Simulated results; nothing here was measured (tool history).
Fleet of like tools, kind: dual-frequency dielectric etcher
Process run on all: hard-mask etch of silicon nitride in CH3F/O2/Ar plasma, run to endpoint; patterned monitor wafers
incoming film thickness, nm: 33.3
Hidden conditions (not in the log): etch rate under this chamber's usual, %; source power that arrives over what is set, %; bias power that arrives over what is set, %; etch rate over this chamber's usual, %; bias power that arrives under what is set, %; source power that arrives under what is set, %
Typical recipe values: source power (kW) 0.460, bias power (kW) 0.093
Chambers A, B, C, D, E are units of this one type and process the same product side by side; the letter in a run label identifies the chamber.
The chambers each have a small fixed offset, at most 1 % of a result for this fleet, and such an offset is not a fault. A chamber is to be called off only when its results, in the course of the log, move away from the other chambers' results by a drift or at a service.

run,hour,source power (kW),bias power (kW),hours since the last wet clean,hours since the last source power generator calibration,hours since the last bias power generator calibration,endpoint time (s)
1D,3.8,0.460,0.093,672.4,1391.5,1411.5,41.780
2A,7.1,0.460,0.093,534.2,287.8,1049.7,41.524
3E,9.9,0.460,0.093,185.2,2086.5,966.7,42.327
4B,13.7,0.460,0.093,107.0,98.1,4019.4,42.171
5C,16.5,0.460,0.093,30.9,130.2,3323.5,41.577
6D,21.3,0.460,0.093,689.9,1409.0,1429.0,41.728
7A,25.7,0.460,0.093,552.8,306.4,1068.3,41.899
8B,28.9,0.460,0.093,122.2,113.3,4034.6,41.926
9C,31.4,0.460,0.093,45.8,145.1,3338.4,41.466
10E,35.7,0.460,0.093,211.0,2112.3,992.5,41.729
11C,38.3,0.460,0.093,52.7,152.0,3345.3,41.921
12D,41.6,0.460,0.093,710.2,1429.3,1449.3,42.585
# hour 45.7: chamber D: wet clean of the chamber
13B,46.4,0.460,0.093,139.7,130.8,4052.1,41.862
14E,49.9,0.550,0.081,225.2,2126.5,1006.7,40.704
15A,54.6,0.550,0.081,581.7,335.3,1097.2,41.006
16D,57.8,0.550,0.081,12.1,1445.5,1465.5,41.276
17A,60.3,0.550,0.081,587.4,341.0,1102.9,41.349
# hour 64.3: chamber A: wet clean of the chamber
18E,65.0,0.550,0.081,240.3,2141.6,1021.8,40.815
19C,69.2,0.400,0.101,83.6,182.9,3376.2,42.816
20B,73.9,0.400,0.101,167.2,158.3,4079.6,42.328
21D,76.9,0.400,0.101,31.2,1464.6,1484.6,42.230
22C,79.0,0.400,0.101,93.4,192.7,3386.0,42.282
23E,83.4,0.400,0.101,258.7,2160.0,1040.2,42.974
24A,88.2,0.460,0.093,24.0,368.9,1130.8,41.667
25B,92.8,0.560,0.085,186.1,177.2,4098.5,40.451
26D,96.6,0.560,0.085,50.9,1484.3,1504.3,40.162
27A,99.8,0.560,0.085,35.6,380.5,1142.4,39.758
28C,102.7,0.560,0.085,117.1,216.4,3409.7,39.591
29E,106.3,0.560,0.085,281.6,2182.9,1063.1,40.149
30B,109.4,0.460,0.093,202.7,193.8,4115.1,42.137
31D,113.0,0.400,0.074,67.3,1500.7,1520.7,48.260
32A,115.2,0.400,0.074,51.0,395.9,1157.8,47.423
33B,117.5,0.400,0.074,210.8,201.9,4123.2,47.684
34C,121.0,0.400,0.074,135.4,234.7,3428.0,47.461
35E,123.8,0.400,0.074,299.1,2200.4,1080.6,47.417

All 5 chambers run these settings next. Forecast each chamber's results:
36A,127.4,0.360,0.093,,,,?
36B,127.4,0.360,0.093,,,,?
36C,127.4,0.360,0.093,,,,?
36D,127.4,0.360,0.093,,,,?
36E,127.4,0.360,0.093,,,,?

run,endpoint time (s)
36A,45.753
36B,45.542
36C,45.451
36D,46.878
36E,45.890
